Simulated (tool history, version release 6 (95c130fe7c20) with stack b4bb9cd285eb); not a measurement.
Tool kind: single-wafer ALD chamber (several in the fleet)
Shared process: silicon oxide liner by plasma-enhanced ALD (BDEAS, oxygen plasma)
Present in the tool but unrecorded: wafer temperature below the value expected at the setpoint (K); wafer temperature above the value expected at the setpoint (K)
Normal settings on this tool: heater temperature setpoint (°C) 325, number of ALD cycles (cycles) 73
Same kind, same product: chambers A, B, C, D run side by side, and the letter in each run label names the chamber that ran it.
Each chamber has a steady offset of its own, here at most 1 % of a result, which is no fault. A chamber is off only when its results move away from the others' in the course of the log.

| run | hour | heater temperature setpoint (°C) | number of ALD cycles (cycles) | hours since the last thermocouple change | read-back reference wafer on the same gauge, thickness_nm | mean film thickness on the monitor wafer (Å) |
|---|---|---|---|---|---|---|
| 1B | 4.6 | 325 | 73 | 1561.7 | 5.5816 | 66.146 |
| 2A | 11.0 | 325 | 73 | 516.0 | 5.5846 | 65.463 |
| 3D | 17.1 | 325 | 73 | 44.2 | 5.5702 | 65.378 |
| 4C | 24.0 | 325 | 73 | 752.4 | 5.5839 | 66.030 |
| 5B | 32.3 | 329 | 80 | 1589.4 | 5.5839 | 72.008 |
| 6D | 38.7 | 329 | 80 | 65.8 | 5.5758 | 71.484 |
| 7C | 45.3 | 329 | 80 | 773.7 | 5.5761 | 72.572 |
| 8A | 50.0 | 329 | 80 | 555.0 | 5.5735 | 71.555 |
| 9D | 55.4 | 325 | 73 | 82.5 | 5.5787 | 65.026 |
| 10C | 63.8 | 325 | 73 | 792.2 | 5.5800 | 66.021 |
| 11B | 69.6 | 325 | 73 | 1626.7 | 5.5778 | 65.457 |
| 12A | 73.7 | 318 | 73 | 578.7 | 5.5717 | 66.471 |
| 13C | 80.7 | 318 | 73 | 809.1 | 5.5790 | 66.260 |
| 14D | 85.0 | 318 | 73 | 112.1 | 5.5823 | 66.093 |
| 15B | 89.3 | 318 | 73 | 1646.4 | 5.5859 | 66.758 |
| 16A | 96.2 | 325 | 73 | 601.2 | 5.5771 | 65.277 |
| 17B | 103.4 | 325 | 73 | 1660.5 | 5.5753 | 65.652 |
| 18A | 109.7 | 325 | 73 | 614.7 | 5.5739 | 65.259 |
| 19C | 117.9 | 315 | 86 | 846.3 | 5.5738 | 78.934 |
| 20D | 123.1 | 315 | 86 | 150.2 | 5.5781 | 78.745 |
| 21D | 130.1 | 315 | 86 | 157.2 | 5.5785 | 78.328 |
| 22A | 137.8 | 315 | 86 | 642.8 | 5.5817 | 79.248 |
| 23C | 145.9 | 325 | 73 | 874.3 | 5.5758 | 66.351 |
| 24B | 151.9 | 325 | 73 | 1709.0 | 5.5894 | 65.741 |
| 25B | 156.1 | 325 | 73 | 1713.2 | 5.5748 | 65.738 |
| 26A | 162.6 | 325 | 73 | 667.6 | 5.5754 | 65.872 |
| 27D | 169.4 | 325 | 73 | 196.5 | 5.5859 | 64.818 |
| 28C | 176.7 | 325 | 73 | 905.1 | 5.5852 | 65.844 |
| 29A | 183.8 | 325 | 73 | 688.8 | 5.5781 | 65.550 |
| 30C | 191.3 | 325 | 73 | 919.7 | 5.5826 | 65.807 |
| 31D | 199.4 | 325 | 73 | 226.5 | 5.5815 | 65.286 |
| 32B | 206.1 | 325 | 73 | 1763.2 | 5.5831 | 65.089 |
| 33D | 211.5 | 325 | 73 | 238.6 | 5.5850 | 65.923 |

Next, every chamber runs the same settings. What will each give?
| 34A | 218.0 | 325 | 73 |  |  | ? |
| 34B | 218.0 | 325 | 73 |  |  | ? |
| 34C | 218.0 | 325 | 73 |  |  | ? |
| 34D | 218.0 | 325 | 73 |  |  | ? |

| run | mean film thickness on the monitor wafer (Å) |
|---|---|
| 34A | 65.315 |
| 34B | 66.003 |
| 34C | 66.327 |
| 34D | 65.664 |
